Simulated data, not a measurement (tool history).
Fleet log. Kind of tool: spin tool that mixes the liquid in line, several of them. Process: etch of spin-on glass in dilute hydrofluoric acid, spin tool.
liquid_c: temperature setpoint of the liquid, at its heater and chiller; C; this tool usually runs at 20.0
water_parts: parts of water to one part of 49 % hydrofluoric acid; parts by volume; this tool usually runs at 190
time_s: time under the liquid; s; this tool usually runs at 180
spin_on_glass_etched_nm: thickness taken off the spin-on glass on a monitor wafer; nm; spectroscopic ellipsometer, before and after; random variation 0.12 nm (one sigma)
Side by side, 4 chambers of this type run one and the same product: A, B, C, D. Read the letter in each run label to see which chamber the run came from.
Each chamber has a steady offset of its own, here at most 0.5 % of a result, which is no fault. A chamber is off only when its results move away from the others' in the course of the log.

run,hour,liquid_c,water_parts,time_s,hours since the thermometer was replaced,hours since the hydrofluoric acid flow meter was replaced,"read-back film thickness of the spin-on glass reference wafer, read on the same gauge (nm)",spin_on_glass_etched_nm
1A,3.7,20.0,190,180,279.5,1378.4,110.00,15.6580
2D,7.7,20.0,190,180,1175.8,19.9,110.02,15.8150
3B,10.0,20.0,190,180,1191.2,817.4,110.00,15.6440
4C,13.9,20.0,190,180,116.6,1080.3,109.97,15.5950
5D,16.5,20.0,190,180,1184.6,28.7,109.96,15.7200
# hour 18.2: chamber D: thermometer replaced
6A,19.5,20.0,190,180,295.3,1394.2,109.99,15.7760
# hour 21.1: chamber A: hydrofluoric acid flow meter replaced
7B,22.2,20.0,190,180,1203.4,829.6,110.04,15.6070
8C,27.2,20.0,190,180,129.9,1093.6,109.97,15.6210
9B,31.8,20.0,190,180,1213.0,839.2,110.01,15.6380
10A,36.8,20.0,190,180,312.6,15.8,110.01,15.4760
11D,41.3,20.0,190,180,23.2,53.5,110.03,15.5370
12C,45.9,20.0,190,180,148.6,1112.3,109.99,15.4820
13D,49.9,20.0,190,180,31.8,62.1,109.97,15.7000
14C,53.6,20.0,190,180,156.3,1120.0,109.99,15.7130
15B,56.3,17.5,190,240,1237.5,863.7,110.01,18.9200
16A,60.5,17.5,190,240,336.3,39.5,110.01,18.5060
17A,65.5,17.5,190,240,341.3,44.5,110.02,18.0460
18C,69.0,17.5,190,240,171.7,1135.4,110.00,18.6270
19D,73.4,20.0,190,180,55.3,85.6,110.04,15.7190
20B,78.4,20.0,190,180,1259.6,885.8,110.00,15.4700
21A,80.6,20.0,190,180,356.4,59.6,110.03,14.4830
22B,83.0,20.0,190,180,1264.2,890.4,110.00,15.2940
23C,87.9,20.0,190,180,190.6,1154.3,110.01,15.5550
24D,90.7,20.0,190,180,72.6,102.9,109.96,15.8310
25D,95.7,17.0,190,180,77.6,107.9,110.02,13.9560
26C,100.4,17.0,190,180,203.1,1166.8,109.97,13.8180

All 4 chambers run these settings next. Forecast each chamber's results:
27A,104.1,20.0,280,180,,,,?
27B,104.1,20.0,280,180,,,,?
27C,104.1,20.0,280,180,,,,?
27D,104.1,20.0,280,180,,,,?

run,spin_on_glass_etched_nm
27A,9.0492
27B,9.6185
27C,9.5663
27D,9.7105
